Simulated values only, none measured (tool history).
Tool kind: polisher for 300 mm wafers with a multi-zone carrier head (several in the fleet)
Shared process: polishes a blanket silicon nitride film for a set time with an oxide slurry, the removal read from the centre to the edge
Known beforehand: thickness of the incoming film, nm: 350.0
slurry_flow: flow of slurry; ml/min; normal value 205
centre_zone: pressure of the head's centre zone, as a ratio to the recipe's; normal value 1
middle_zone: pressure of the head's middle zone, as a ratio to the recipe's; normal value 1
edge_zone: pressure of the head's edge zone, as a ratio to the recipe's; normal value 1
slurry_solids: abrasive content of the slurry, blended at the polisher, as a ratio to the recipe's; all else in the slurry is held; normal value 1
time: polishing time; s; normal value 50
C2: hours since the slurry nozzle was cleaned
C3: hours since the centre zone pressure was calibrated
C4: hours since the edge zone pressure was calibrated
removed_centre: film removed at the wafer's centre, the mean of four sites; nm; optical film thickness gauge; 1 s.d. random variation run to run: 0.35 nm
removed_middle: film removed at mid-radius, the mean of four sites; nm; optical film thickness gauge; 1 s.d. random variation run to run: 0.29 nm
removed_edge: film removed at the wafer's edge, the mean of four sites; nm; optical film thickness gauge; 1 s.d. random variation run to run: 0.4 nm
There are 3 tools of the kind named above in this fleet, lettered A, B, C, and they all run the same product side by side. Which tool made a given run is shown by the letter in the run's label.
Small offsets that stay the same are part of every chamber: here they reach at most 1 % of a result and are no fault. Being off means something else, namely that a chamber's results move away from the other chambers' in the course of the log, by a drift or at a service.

run 1B hour=4 | slurry_flow=205 centre_zone=1 middle_zone=1 edge_zone=1 slurry_solids=1 time=50 | wafers_polished_on_this_pad=1149 C2=668 C3=196.7 C4=1072.3 | removed_centre=29.998 removed_middle=29.928 removed_edge=30.427
run 2A hour=7.5 | slurry_flow=205 centre_zone=1 middle_zone=1 edge_zone=1 slurry_solids=1 time=50 | wafers_polished_on_this_pad=191 C2=186.2 C3=393.9 C4=182.2 | removed_centre=30.093 removed_middle=30.063 removed_edge=30.419
-- hour=10.4 chamber B: worn pad replaced by a new one
run 3C hour=10.5 | slurry_flow=205 centre_zone=1 middle_zone=1 edge_zone=1 slurry_solids=1 time=50 | wafers_polished_on_this_pad=787 C2=705 C3=889.7 C4=110.3 | removed_centre=29.654 removed_middle=29.933 removed_edge=30.16
run 4C hour=13.7 | slurry_flow=205 centre_zone=1 middle_zone=1 edge_zone=1 slurry_solids=1 time=50 | wafers_polished_on_this_pad=826 C2=708.2 C3=892.9 C4=113.5 | removed_centre=29.713 removed_middle=29.871 removed_edge=30.025
run 5B hour=18.4 | slurry_flow=205 centre_zone=1 middle_zone=1 edge_zone=1 slurry_solids=1 time=50 | wafers_polished_on_this_pad=98 C2=682.4 C3=211.1 C4=1086.7 | removed_centre=30.299 removed_middle=30.169 removed_edge=30.143
run 6A hour=20.9 | slurry_flow=205 centre_zone=1 middle_zone=1 edge_zone=1 slurry_solids=1 time=50 | wafers_polished_on_this_pad=356 C2=199.6 C3=407.3 C4=195.6 | removed_centre=30.051 removed_middle=30.469 removed_edge=30.276
run 7A hour=23.7 | slurry_flow=205 centre_zone=1 middle_zone=1 edge_zone=1 slurry_solids=1 time=50 | wafers_polished_on_this_pad=390 C2=202.4 C3=410.1 C4=198.4 | removed_centre=30.242 removed_middle=30.222 removed_edge=30.363
run 8B hour=28.1 | slurry_flow=205 centre_zone=1 middle_zone=1 edge_zone=1 slurry_solids=1 time=50 | wafers_polished_on_this_pad=217 C2=692.1 C3=220.8 C4=1096.4 | removed_centre=30.185 removed_middle=29.749 removed_edge=30.746
run 9C hour=31 | slurry_flow=205 centre_zone=1 middle_zone=1 edge_zone=1 slurry_solids=1 time=50 | wafers_polished_on_this_pad=1039 C2=725.5 C3=910.2 C4=130.8 | removed_centre=29.471 removed_middle=29.95 removed_edge=30.087
run 10A hour=33.6 | slurry_flow=205 centre_zone=1 middle_zone=1 edge_zone=1 slurry_solids=1 time=50 | wafers_polished_on_this_pad=512 C2=212.3 C3=420 C4=208.3 | removed_centre=30.87 removed_middle=30.064 removed_edge=29.875
-- hour=34.4 chamber C: worn pad replaced by a new one
-- hour=36.6 chamber A: slurry nozzle cleaned
run 11B hour=38.5 | slurry_flow=205 centre_zone=1 middle_zone=1 edge_zone=1 slurry_solids=1 time=50 | wafers_polished_on_this_pad=345 C2=702.5 C3=231.2 C4=1106.8 | removed_centre=30.542 removed_middle=30.505 removed_edge=29.988
run 12C hour=43.2 | slurry_flow=205 centre_zone=1 middle_zone=1 edge_zone=1 slurry_solids=1 time=50 | wafers_polished_on_this_pad=108 C2=737.7 C3=922.4 C4=143 | removed_centre=29.915 removed_middle=30.078 removed_edge=30.797
run 13C hour=47.6 | slurry_flow=205 centre_zone=1 middle_zone=1 edge_zone=1.07 slurry_solids=1 time=50 | wafers_polished_on_this_pad=162 C2=742.1 C3=926.8 C4=147.4 | removed_centre=29.982 removed_middle=30.286 removed_edge=31.304
run 14B hour=52.7 | slurry_flow=205 centre_zone=1 middle_zone=1 edge_zone=1.07 slurry_solids=1 time=50 | wafers_polished_on_this_pad=520 C2=716.7 C3=245.4 C4=1121 | removed_centre=29.561 removed_middle=29.827 removed_edge=31.964
run 15A hour=56.4 | slurry_flow=205 centre_zone=1 middle_zone=1 edge_zone=1.07 slurry_solids=1 time=50 | wafers_polished_on_this_pad=792 C2=19.9 C3=442.8 C4=231.1 | removed_centre=29.889 removed_middle=30.021 removed_edge=31.182
run 16A hour=59.1 | slurry_flow=205 centre_zone=1 middle_zone=1 edge_zone=1 slurry_solids=1 time=34 | wafers_polished_on_this_pad=825 C2=22.6 C3=445.5 C4=233.8 | removed_centre=20.963 removed_middle=20.399 removed_edge=20.278
run 17C hour=62.2 | slurry_flow=205 centre_zone=1 middle_zone=1 edge_zone=1 slurry_solids=1 time=34 | wafers_polished_on_this_pad=341 C2=756.7 C3=941.4 C4=162 | removed_centre=20.573 removed_middle=20.049 removed_edge=20.763
-- hour=66.7 chamber A: worn pad replaced by a new one
run 18B hour=67 | slurry_flow=205 centre_zone=1 middle_zone=1 edge_zone=1 slurry_solids=1 time=34 | wafers_polished_on_this_pad=695 C2=731 C3=259.7 C4=1135.3 | removed_centre=20.579 removed_middle=20.312 removed_edge=20.968
run 19A hour=71.7 | slurry_flow=205 centre_zone=1 middle_zone=1 edge_zone=1 slurry_solids=1 time=50 | wafers_polished_on_this_pad=61 C2=35.2 C3=458.1 C4=246.4 | removed_centre=30.624 removed_middle=29.781 removed_edge=30.402
run 20C hour=75.7 | slurry_flow=205 centre_zone=1 middle_zone=1 edge_zone=1 slurry_solids=1 time=50 | wafers_polished_on_this_pad=507 C2=770.2 C3=954.9 C4=175.5 | removed_centre=29.361 removed_middle=30.061 removed_edge=30.204
run 21B hour=79.6 | slurry_flow=205 centre_zone=1 middle_zone=1 edge_zone=1 slurry_solids=1 time=50 | wafers_polished_on_this_pad=850 C2=743.6 C3=272.3 C4=1147.9 | removed_centre=29.201 removed_middle=30.089 removed_edge=29.964
-- hour=82.8 chamber B: edge zone pressure recalibrated
run 22A hour=84.2 | slurry_flow=205 centre_zone=1 middle_zone=1 edge_zone=1 slurry_solids=1 time=50 | wafers_polished_on_this_pad=215 C2=47.7 C3=470.6 C4=258.9 | removed_centre=29.79 removed_middle=30.312 removed_edge=30.427
run 23B hour=88.9 | slurry_flow=205 centre_zone=1 middle_zone=1 edge_zone=1 slurry_solids=1 time=50 | wafers_polished_on_this_pad=964 C2=752.9 C3=281.6 C4=6.2 | removed_centre=30.556 removed_middle=30.162 removed_edge=30.315
run 24C hour=91.3 | slurry_flow=205 centre_zone=1 middle_zone=1 edge_zone=1 slurry_solids=1 time=50 | wafers_polished_on_this_pad=699 C2=785.8 C3=970.5 C4=191.1 | removed_centre=29.741 removed_middle=30.288 removed_edge=29.994
run 25B hour=94.2 | slurry_flow=205 centre_zone=0.95 middle_zone=1 edge_zone=1 slurry_solids=1 time=50 | wafers_polished_on_this_pad=1029 C2=758.2 C3=286.9 C4=11.5 | removed_centre=28.592 removed_middle=29.869 removed_edge=30.949
run 26A hour=98.7 | slurry_flow=205 centre_zone=0.95 middle_zone=1 edge_zone=1 slurry_solids=1 time=50 | wafers_polished_on_this_pad=393 C2=62.2 C3=485.1 C4=273.4 | removed_centre=27.915 removed_middle=30.224 removed_edge=30.278

Next, every chamber runs the same settings. What will each give?
run 27A hour=102.3 | slurry_flow=205 centre_zone=1 middle_zone=1 edge_zone=1 slurry_solids=1 time=50 | removed_centre=? removed_middle=? removed_edge=?
run 27B hour=102.3 | slurry_flow=205 centre_zone=1 middle_zone=1 edge_zone=1 slurry_solids=1 time=50 | removed_centre=? removed_middle=? removed_edge=?
run 27C hour=102.3 | slurry_flow=205 centre_zone=1 middle_zone=1 edge_zone=1 slurry_solids=1 time=50 | removed_centre=? removed_middle=? removed_edge=?

run=27A removed_centre=30.427 removed_middle=30.059 removed_edge=30.279
run=27B removed_centre=30.447 removed_middle=30.282 removed_edge=30.332
run=27C removed_centre=29.635 removed_middle=30.072 removed_edge=30.463
